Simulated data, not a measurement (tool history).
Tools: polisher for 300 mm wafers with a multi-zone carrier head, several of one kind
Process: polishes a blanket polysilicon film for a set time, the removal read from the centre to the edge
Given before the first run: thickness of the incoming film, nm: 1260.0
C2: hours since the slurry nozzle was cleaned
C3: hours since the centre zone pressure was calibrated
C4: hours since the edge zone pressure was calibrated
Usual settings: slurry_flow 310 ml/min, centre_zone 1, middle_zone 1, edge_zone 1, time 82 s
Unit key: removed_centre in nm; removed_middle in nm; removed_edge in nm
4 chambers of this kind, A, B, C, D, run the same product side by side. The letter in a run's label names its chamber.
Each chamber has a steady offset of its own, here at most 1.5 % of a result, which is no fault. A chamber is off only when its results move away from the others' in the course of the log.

Run 1D, hour 6.7: usual settings; wafers polished on this pad 472; C2 410.5; C3 1133.7; C4 194.2. Result: removed_centre 360.71 nm, removed_middle 357.36 nm, removed_edge 361.57 nm.
Run 2B, hour 12.3: usual settings; wafers polished on this pad 354; C2 608.7; C3 54.6; C4 586.8. Result: removed_centre 366.90 nm, removed_middle 364.81 nm, removed_edge 362.56 nm.
Run 3A, hour 19.0: usual settings; wafers polished on this pad 1052; C2 500.0; C3 942.2; C4 532.6. Result: removed_centre 361.55 nm, removed_middle 371.71 nm, removed_edge 360.46 nm.
Run 4C, hour 28.9: usual settings; wafers polished on this pad 722; C2 347.5; C3 320.7; C4 163.0. Result: removed_centre 363.71 nm, removed_middle 354.15 nm, removed_edge 364.07 nm.
At hour 32.0: chamber D: worn pad replaced by a new one.
Run 5C, hour 33.7: usual settings but slurry_flow 230 ml/min; wafers polished on this pad 776; C2 352.3; C3 325.5; C4 167.8. Result: removed_centre 354.43 nm, removed_middle 348.94 nm, removed_edge 349.48 nm.
At hour 40.9: chamber A: worn pad replaced by a new one.
Run 6B, hour 40.9: usual settings but slurry_flow 230 ml/min; wafers polished on this pad 673; C2 637.3; C3 83.2; C4 615.4. Result: removed_centre 350.32 nm, removed_middle 353.04 nm, removed_edge 357.68 nm.
Run 7A, hour 47.3: usual settings but slurry_flow 230 ml/min; wafers polished on this pad 71; C2 528.3; C3 970.5; C4 560.9. Result: removed_centre 346.61 nm, removed_middle 355.35 nm, removed_edge 351.95 nm.
Run 8D, hour 56.9: usual settings but slurry_flow 230 ml/min; wafers polished on this pad 278; C2 460.7; C3 1183.9; C4 244.4. Result: removed_centre 352.14 nm, removed_middle 347.98 nm, removed_edge 354.83 nm.
Run 9C, hour 66.0: usual settings; wafers polished on this pad 1136; C2 384.6; C3 357.8; C4 200.1. Result: removed_centre 362.75 nm, removed_middle 355.44 nm, removed_edge 364.87 nm.
At hour 68.6: chamber B: slurry nozzle cleaned.
At hour 69.4: chamber C: worn pad replaced by a new one.
Run 10D, hour 73.9: usual settings; wafers polished on this pad 467; C2 477.7; C3 1200.9; C4 261.4. Result: removed_centre 359.48 nm, removed_middle 353.28 nm, removed_edge 362.68 nm.
Run 11B, hour 82.3: usual settings; wafers polished on this pad 1134; C2 13.8; C3 124.6; C4 656.8. Result: removed_centre 361.48 nm, removed_middle 369.22 nm, removed_edge 362.44 nm.
Run 12A, hour 87.0: usual settings; wafers polished on this pad 514; C2 568.0; C3 1010.2; C4 600.6. Result: removed_centre 358.57 nm, removed_middle 364.59 nm, removed_edge 362.09 nm.
Run 13B, hour 93.1: usual settings; wafers polished on this pad 1255; C2 24.6; C3 135.4; C4 667.6. Result: removed_centre 365.04 nm, removed_middle 356.70 nm, removed_edge 364.55 nm.
At hour 94.8: chamber D: worn pad replaced by a new one.
Run 14C, hour 98.9: usual settings; wafers polished on this pad 329; C2 417.5; C3 390.7; C4 233.0. Result: removed_centre 355.48 nm, removed_middle 348.39 nm, removed_edge 360.60 nm.
Run 15D, hour 106.0: usual settings but slurry_flow 260 ml/min, time 109 s; wafers polished on this pad 125; C2 509.8; C3 1233.0; C4 293.5. Result: removed_centre 464.96 nm, removed_middle 468.81 nm, removed_edge 475.73 nm.
At hour 111.1: chamber B: worn pad replaced by a new one.
Run 16A, hour 111.3: usual settings but slurry_flow 260 ml/min, time 109 s; wafers polished on this pad 785; C2 592.3; C3 1034.5; C4 624.9. Result: removed_centre 471.34 nm, removed_middle 472.62 nm, removed_edge 476.51 nm.
Run 17D, hour 120.8: usual settings but slurry_flow 260 ml/min, time 109 s; wafers polished on this pad 290; C2 524.6; C3 1247.8; C4 308.3. Result: removed_centre 472.74 nm, removed_middle 466.31 nm, removed_edge 475.23 nm.
Run 18C, hour 125.4: usual settings but slurry_flow 260 ml/min, time 109 s; wafers polished on this pad 625; C2 444.0; C3 417.2; C4 259.5. Result: removed_centre 458.33 nm, removed_middle 454.04 nm, removed_edge 462.86 nm.
Run 19B, hour 133.8: usual settings; wafers polished on this pad 253; C2 65.3; C3 176.1; C4 708.3. Result: removed_centre 363.14 nm, removed_middle 358.78 nm, removed_edge 365.50 nm.
At hour 137.7: chamber A: worn pad replaced by a new one.
Run 20A, hour 140.4: usual settings; wafers polished on this pad 31; C2 621.4; C3 1063.6; C4 654.0. Result: removed_centre 357.64 nm, removed_middle 363.30 nm, removed_edge 365.43 nm.
Run 21B, hour 147.4: usual settings; wafers polished on this pad 404; C2 78.9; C3 189.7; C4 721.9. Result: removed_centre 363.99 nm, removed_middle 358.61 nm, removed_edge 362.57 nm.
Run 22D, hour 154.8: usual settings; wafers polished on this pad 669; C2 558.6; C3 1281.8; C4 342.3. Result: removed_centre 360.24 nm, removed_middle 354.22 nm, removed_edge 365.36 nm.
Run 23A, hour 162.3: usual settings; wafers polished on this pad 275; C2 643.3; C3 1085.5; C4 675.9. Result: removed_centre 360.19 nm, removed_middle 369.16 nm, removed_edge 363.36 nm.
At hour 165.7: chamber C: worn pad replaced by a new one.
Run 24C, hour 168.6: usual settings; wafers polished on this pad 33; C2 487.2; C3 460.4; C4 302.7. Result: removed_centre 340.83 nm, removed_middle 341.87 nm, removed_edge 345.47 nm.

Is one chamber out of step, is the gauge drifting, or do the chambers differ by no more than their own small offsets? For an off chamber, give its letter and the likeliest cause.

Little by little, chamber C moves away from the other chambers.
Most likely cause: slurry flow missing at the pad, % = 38.8.

Here are 4 candidates for chamber C's next run, each the usual settings with a change, their results left as question marks. Which one brings its results back in line with what the others give on the usual settings?
To be in line, a result may differ from the other chambers' mean on the usual settings by at most: removed_centre 7.90 nm; removed_middle 13.00 nm; removed_edge 9.50 nm
Run 25C-1, hour 175.7: usual settings but slurry_flow 305 ml/min, centre_zone 0.99, middle_zone 0.98, edge_zone 1.01, time 78 s. Result: removed_centre ?, removed_middle ?, removed_edge ?.
Run 25C-2, hour 175.7: usual settings but slurry_flow 315 ml/min, centre_zone 1.01, middle_zone 1.02, edge_zone 0.99, time 86 s. Result: removed_centre ?, removed_middle ?, removed_edge ?.
Run 25C-3, hour 175.7: usual settings but slurry_flow 320 ml/min, centre_zone 1.02, middle_zone 1.03, edge_zone 0.98, time 90 s. Result: removed_centre ?, removed_middle ?, removed_edge ?.
Run 25C-4, hour 175.7: usual settings but slurry_flow 300 ml/min, centre_zone 0.98, middle_zone 0.97, edge_zone 1.02, time 74 s. Result: removed_centre ?, removed_middle ?, removed_edge ?.

The mean the other chambers reach with the usual settings: removed_centre 362.06 nm; removed_middle 363.33 nm; removed_edge 362.73 nm
  run  removed_centre  removed_middle  removed_edge
25C-1          319.19          317.10        330.63
25C-2          361.89          364.67        361.90
25C-3          383.90          386.02        377.36
25C-4          298.55          297.22        314.73
The answer is 25C-2, which returns the chamber to within the allowed miss of the others.
